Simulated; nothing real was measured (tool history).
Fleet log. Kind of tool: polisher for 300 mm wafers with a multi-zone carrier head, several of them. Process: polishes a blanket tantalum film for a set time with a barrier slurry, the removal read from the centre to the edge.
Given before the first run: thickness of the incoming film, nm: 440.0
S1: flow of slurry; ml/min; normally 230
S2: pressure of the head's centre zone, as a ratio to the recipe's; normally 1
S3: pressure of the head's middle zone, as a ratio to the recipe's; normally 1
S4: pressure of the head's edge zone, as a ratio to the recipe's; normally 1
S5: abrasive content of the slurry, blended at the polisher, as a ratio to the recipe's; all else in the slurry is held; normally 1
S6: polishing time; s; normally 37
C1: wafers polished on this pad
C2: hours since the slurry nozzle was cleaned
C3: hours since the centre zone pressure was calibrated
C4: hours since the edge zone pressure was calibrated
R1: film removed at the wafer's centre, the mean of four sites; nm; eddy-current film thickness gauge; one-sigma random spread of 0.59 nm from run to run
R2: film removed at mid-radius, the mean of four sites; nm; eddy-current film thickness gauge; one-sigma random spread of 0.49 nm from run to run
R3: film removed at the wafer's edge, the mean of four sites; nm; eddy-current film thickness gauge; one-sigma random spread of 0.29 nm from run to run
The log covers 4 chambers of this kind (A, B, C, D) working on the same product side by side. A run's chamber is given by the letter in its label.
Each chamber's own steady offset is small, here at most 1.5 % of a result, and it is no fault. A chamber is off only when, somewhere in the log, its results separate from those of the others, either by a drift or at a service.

run   hour   S1    S2    S3    S4  S5  S6    C1     C2     C3      C4      R1      R2      R3
       0.7  -- chamber C: worn pad replaced by a new one
 1B    8.9  230     1     1     1   1  37  1162   92.3  781.4   705.5  39.086   39.13   38.87
 2A   18.3  230     1     1     1   1  37   468    560  394.1  1216.9   38.57  39.806  39.442
      25.8  -- chamber B: worn pad replaced by a new one
        28  -- chamber A: edge zone pressure recalibrated
 3C   29.2  230     1     1     1   1  37   331  345.4  803.1  1153.2   39.32  40.759  39.452
 4D   35.1  230     1     1     1   1  37   587  296.2  375.7     342  38.953   40.03  38.764
 5D   44.9  230     1     1     1   1  37   700    306  385.5   351.8  39.424  39.123  39.203
      47.5  -- chamber C: worn pad replaced by a new one
 6C   51.2  230     1     1     1   1  37    43  367.4  825.1  1175.2  39.474  39.449   39.93
 7A     62  230     1     1     1   1  37   974  603.7  437.8    34.1  39.286  39.048  39.485
 8B   67.2  230     1     1     1   1  37   480  150.6  839.7   763.8  37.954  38.973  38.755
 9B   74.7  230     1  0.89     1   1  37   567  158.1  847.2   771.3  37.291  35.564  38.786
      75.8  -- chamber D: worn pad replaced by a new one
      76.8  -- chamber C: centre zone pressure recalibrated
10A   84.1  230     1  0.89     1   1  37  1230  625.8  459.9    56.2  38.347  35.929  39.412
      85.7  -- chamber A: worn pad replaced by a new one
        90  -- chamber C: worn pad replaced by a new one
11C     93  230     1  0.89     1   1  37    35  409.2   16.2    1217  38.883  36.133  39.835
12D   99.5  230     1  0.89     1   1  37   274  360.6  440.1   406.4  40.207  35.845  39.385
13B  110.2  230  1.06     1     1   1  27   978  193.6  882.7   806.8  28.761  28.539  28.531
14C  115.4  230  1.06     1     1   1  27   294  431.6   38.6  1239.4  30.167  28.929   28.62
15A  122.9  230  1.06     1     1   1  27   431  664.6  498.7      95  30.623  29.163  28.777
16D  128.4  230  1.06     1     1   1  27   609  389.5    469   435.3  31.007  29.133  28.417
     130.9  -- chamber C: worn pad replaced by a new one
17D  139.1  230     1     1  1.06   1  47   733  400.2  479.7     446  50.636  50.241   50.95
     140.9  -- chamber A: slurry nozzle cleaned
18B  144.7  230     1     1  1.06   1  47  1377  228.1  917.2   841.3  46.086  50.164  50.599
19A  152.1  230     1     1  1.06   1  47   769   11.2  527.9   124.2  51.382  50.263  51.557
     154.5  -- chamber D: worn pad replaced by a new one
     155.1  -- chamber C: slurry nozzle cleaned
     161.1  -- chamber B: worn pad replaced by a new one
20C  162.2  230     1     1  1.06   1  47   363    7.2   85.4  1286.2   51.38  51.119  53.204
21C  171.5  230     1     1     1   1  37   471   16.5   94.7  1295.5  39.033  40.816  40.039
22B  180.3  230     1     1     1   1  37   222  263.7  952.8   876.9  35.499  40.041  39.411
23A  187.3  230     1     1     1   1  37  1177   46.4  563.1   159.4  39.037  39.135  39.383
24D  194.5  230     1     1     1   1  37   463  455.6  535.1   501.4  39.655  39.504  39.288

Which is it: a chamber that has drifted or been left off by a service, a gauge drift common to all chambers, or only each chamber's usual small offset? If a chamber is off, name it and its likeliest cause.

It is chamber B that slowly wanders off from its peers.
Likeliest cause: centre zone's pressure below its setpoint, % = 9.56.

Which of the 4 candidates below, each the usual settings with something changed and its results left as question marks, puts chamber B back in line with what the other chambers give on the usual settings?
Maximum distance from the other chambers' mean on the usual settings for a result to count as in line: R1 2 nm; R2 1.7 nm; R3 1 nm
25B-1  203.1  230  0.98     1  1.01   1  37                   ?   ?   ?
25B-2  203.1  230  1.02     1  0.99   1  37                   ?   ?   ?
25B-3  203.1  235  1.08  0.98  0.97   1  38                   ?   ?   ?
25B-4  203.1  225  0.92  1.02  1.03   1  36                   ?   ?   ?

Mean of the other chambers on the usual settings: R1 39.369 nm; R2 39.803 nm; R3 39.389 nm
  run      R1      R2      R3
25B-1  34.398  39.164  39.261
25B-2   35.97  39.157  38.855
25B-3  39.479  39.581   39.58
25B-4  31.079  38.698  38.501
The answer is 25B-3, which returns the chamber to within the allowed miss of the others.

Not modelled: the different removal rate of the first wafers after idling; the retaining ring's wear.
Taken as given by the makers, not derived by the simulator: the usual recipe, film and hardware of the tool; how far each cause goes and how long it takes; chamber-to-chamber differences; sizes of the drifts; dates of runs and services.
